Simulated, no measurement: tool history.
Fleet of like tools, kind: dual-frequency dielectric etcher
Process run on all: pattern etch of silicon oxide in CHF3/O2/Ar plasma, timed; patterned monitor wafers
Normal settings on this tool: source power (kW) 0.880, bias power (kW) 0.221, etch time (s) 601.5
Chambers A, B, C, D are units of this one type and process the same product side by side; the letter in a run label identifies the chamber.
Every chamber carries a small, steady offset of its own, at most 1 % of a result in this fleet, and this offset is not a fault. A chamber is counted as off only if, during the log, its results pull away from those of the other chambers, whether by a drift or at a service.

run	hour	source power (kW)	bias power (kW)	etch time (s)	hours since the last wet clean	hours since the last source power generator calibration	hours since the last bias power generator calibration	read-back reference wafer on the same gauge, depth_nm	mean etch depth across the wafer (nm)
# hour 1.6: chamber D: wet clean of the chamber
1A	7.9	0.880	0.221	601.5	120.2	953.3	167.5	1639.7	1463.4
2D	21.7	0.880	0.221	601.5	20.2	1702.2	719.4	1638.7	1469.8
3C	29.4	0.880	0.221	601.5	335.9	2186.5	3651.0	1639.5	1471.4
4B	43.2	0.880	0.221	601.5	223.2	1856.0	2782.9	1638.0	1472.9
5D	55.5	0.880	0.270	744.0	54.0	1736.0	753.2	1638.6	1937.1
6C	67.4	0.880	0.270	744.0	373.9	2224.5	3689.0	1637.0	1948.8
7B	81.3	0.880	0.270	744.0	261.3	1894.1	2821.0	1636.8	1952.4
8A	92.7	0.880	0.270	744.0	205.0	1038.1	252.3	1637.2	1940.6
9D	102.0	0.880	0.221	601.5	100.5	1782.5	799.7	1636.3	1462.3
10C	112.2	0.880	0.243	601.5	418.7	2269.3	3733.8	1636.2	1516.1
11A	125.7	0.880	0.243	601.5	238.0	1071.1	285.3	1636.6	1512.7
12B	139.8	0.880	0.243	601.5	319.8	1952.6	2879.5	1635.6	1520.8
13C	152.9	0.880	0.243	601.5	459.4	2310.0	3774.5	1634.9	1511.7
14A	161.9	0.880	0.221	601.5	274.2	1107.3	321.5	1634.4	1460.1
15D	172.2	0.880	0.221	601.5	170.7	1852.7	869.9	1634.5	1460.1
# hour 173.0: chamber D: source power generator calibrated
# hour 179.8: chamber B: wet clean of the chamber
16B	182.4	0.880	0.221	601.5	2.6	1995.2	2922.1	1633.9	1467.5
17B	189.1	0.880	0.221	601.5	9.3	2001.9	2928.8	1633.4	1464.1
18D	195.6	0.880	0.221	601.5	194.1	22.7	893.3	1633.1	1459.1
19A	204.8	0.790	0.221	601.5	317.1	1150.2	364.4	1632.7	1403.8
20C	217.7	0.790	0.221	601.5	524.2	2374.8	3839.3	1633.0	1398.7
21C	228.0	0.790	0.221	601.5	534.5	2385.1	3849.6	1632.3	1400.3
22B	238.5	0.790	0.221	601.5	58.7	2051.3	2978.2	1632.7	1408.6
23D	244.6	0.880	0.221	601.5	243.1	71.7	942.3	1632.4	1458.8
24A	255.8	0.880	0.221	601.5	368.1	1201.2	415.4	1632.0	1460.2
25C	267.4	0.880	0.221	601.5	573.9	2424.5	3889.0	1632.0	1457.5
26B	277.4	0.800	0.221	601.5	97.6	2090.2	3017.1	1631.0	1408.6
27D	285.7	0.800	0.221	601.5	284.2	112.8	983.4	1631.1	1404.7
28A	297.1	0.800	0.221	601.5	409.4	1242.5	456.7	1630.1	1409.6
29B	306.9	0.800	0.221	601.5	127.1	2119.7	3046.6	1629.7	1410.4
# hour 319.1: chamber C: wet clean of the chamber
30C	320.2	0.880	0.221	601.5	1.1	2477.3	3941.8	1629.1	1458.6
31A	332.1	0.880	0.221	601.5	444.4	1277.5	491.7	1628.8	1452.0

Has any chamber moved away from the others, gradually or after a service, or does the common gauge drift, or do the chambers differ only by their own small steady offsets? State the chamber and the most likely cause if one applies.

No chamber is off; the gauge reading every chamber's wafers drifts, which makes the whole fleet appear to move together.
Likeliest cause: gauge reads low (%) = 0.698.
